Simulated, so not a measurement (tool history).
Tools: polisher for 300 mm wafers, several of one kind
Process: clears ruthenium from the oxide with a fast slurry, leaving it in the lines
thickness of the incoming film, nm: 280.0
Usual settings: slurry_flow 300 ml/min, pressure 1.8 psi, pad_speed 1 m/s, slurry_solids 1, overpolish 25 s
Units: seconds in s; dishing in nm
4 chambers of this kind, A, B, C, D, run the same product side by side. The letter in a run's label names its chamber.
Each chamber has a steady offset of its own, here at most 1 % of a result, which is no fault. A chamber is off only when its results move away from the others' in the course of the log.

run,day,slurry_flow,pressure,pad_speed,slurry_solids,overpolish,wafers polished on this pad,hours since the slurry nozzle was cleaned,hours since the head pressure was calibrated,hours since the slurry blender was calibrated,seconds,dishing
1B,0.283,300,1.8,1,1,25,621,291.6,244.2,79.6,89.607,60.917
# day 0.433: chamber B: worn pad replaced by a new one
2D,0.588,300,1.8,1,1,25,891,344.8,1268,170.3,90.506,62.57
3A,0.971,300,1.8,1,1,25,243,459.5,412.4,45.5,91.49,60.848
# day 1.021: chamber D: slurry blender recalibrated
# day 1.454: chamber C: slurry nozzle cleaned
# day 1.492: chamber A: slurry nozzle cleaned
4C,1.571,300,1.8,1,1,25,1221,2.8,470,195.5,89.859,60.049
5C,2.175,300,1.8,1,1,25,1359,17.3,484.5,210,92.27,60.421
# day 2.288: chamber D: worn pad replaced by a new one
# day 2.483: chamber C: worn pad replaced by a new one
6A,2.483,300,1.8,1,1,25,590,23.8,448.7,81.8,88.645,60.053
7B,3.029,300,1.8,1,1,25,596,357.5,310.1,145.5,88.743,62.484
# day 3.292: chamber A: worn pad replaced by a new one
8D,3.375,300,1.8,1,1,25,250,411.7,1334.9,56.5,91.221,59.736
# day 3.758: chamber B: head pressure recalibrated
9B,3.771,300,1.8,1,1,25,766,375.3,0.3,163.3,90.272,61.093
# day 3.779: chamber B: worn pad replaced by a new one
10C,4.175,300,1.8,1,1,25,388,65.3,532.5,258,92.21,59.703
11A,4.567,300,1.8,1,1,25,292,73.8,498.7,131.8,90.779,62.57
12D,5.188,300,1.8,1,0.85,25,666,455.2,1378.4,100,98.498,57.456
13B,5.654,300,1.8,1,0.85,25,430,420.5,45.5,208.5,96.926,57.345
# day 5.942: chamber D: head pressure recalibrated
14A,6.271,300,1.8,1,0.85,25,684,114.7,539.6,172.7,99.249,56.353
# day 6.538: chamber A: worn pad replaced by a new one
15C,6.804,300,1.8,1,0.85,25,992,128.4,595.6,321.1,100.15,56.949
# day 6.875: chamber B: worn pad replaced by a new one
16D,7.342,300,1.8,1,1,25,1160,506.9,33.6,151.7,82.546,66.519
# day 7.392: chamber D: worn pad replaced by a new one
17A,7.638,215,1.8,1,1,20,252,147.5,572.4,205.5,93.185,48.119
# day 7.838: chamber B: slurry blender recalibrated
18D,8.092,215,1.8,1,1,20,161,524.9,51.6,169.7,85.646,53.212
# day 8.104: chamber C: worn pad replaced by a new one
19C,8.696,215,1.8,1,1,20,136,173.8,641,366.5,95.141,48.981
# day 8.996: chamber B: slurry nozzle cleaned
20B,9.312,215,1.8,1,1,20,560,7.7,133.3,35.5,92.843,48.157
# day 9.538: chamber A: worn pad replaced by a new one
# day 9.742: chamber A: slurry blender recalibrated
21C,9.825,300,1.8,1,1,25,395,200.9,668.1,393.6,91.33,61.045
# day 10.096: chamber D: slurry blender recalibrated
# day 10.383: chamber B: worn pad replaced by a new one
22A,10.404,300,1.8,1,1,25,199,213.9,638.8,16,93.45,60.545
23D,10.967,300,1.8,1,1,25,821,593.9,120.6,21,82.421,66.384
24B,11.571,300,2.2,1,1.25,25,272,61.9,187.5,89.7,67.825,79.733
25D,12.05,300,2.2,1,1.25,25,1069,619.9,146.6,47,61.465,85.469
26A,12.404,300,2.2,1,1.25,25,658,261.9,686.8,64,67.418,76.318
# day 12.675: chamber A: worn pad replaced by a new one
27B,13.012,300,2.2,1,1.25,25,603,96.5,222.1,124.3,66.875,77.962
# day 13.35: chamber B: worn pad replaced by a new one
28C,13.517,300,1.8,1,1,25,1242,289.5,756.7,482.2,91.443,60.697
29B,13.871,300,1.8,1,1,25,119,117.1,242.7,144.9,88.376,61.385
30C,14.171,300,1.8,1,1,25,1392,305.2,772.4,497.9,91.747,59.83
31A,14.667,300,1.8,1,1,25,457,316.2,741.1,118.3,90.208,59.414

Is one chamber off against the others, does the gauge drift, or is nothing wrong? If a chamber is off, say which, and what the likeliest cause is.

A service left chamber D off against the others.
Cause: head's pressure above its setpoint, % = 9.84.

Here are 4 candidates for chamber D's next run, each the usual settings with a change, their results left as question marks. Which one brings its results back in line with what the others give on the usual settings?
In line means no further than this from the other chambers' mean on the usual settings: seconds 4.1 s; dishing 2.6 nm
32D-1,15.117,300,1.9,1.04,1,25,,,,,?,?
32D-2,15.117,300,1.7,0.9,0.95,25,,,,,?,?
32D-3,15.117,300,1.9,1.1,1.05,26,,,,,?,?
32D-4,15.117,300,1.7,0.96,1,25,,,,,?,?

The other chambers' mean on the usual settings: seconds 91.037 s; dishing 60.893 nm
run,seconds,dishing
32D-1,75.53,72.064
32D-2,99.965,56.6
32D-3,69.808,79.514
32D-4,91.435,61.19
32D-4 brings the chamber back in line.
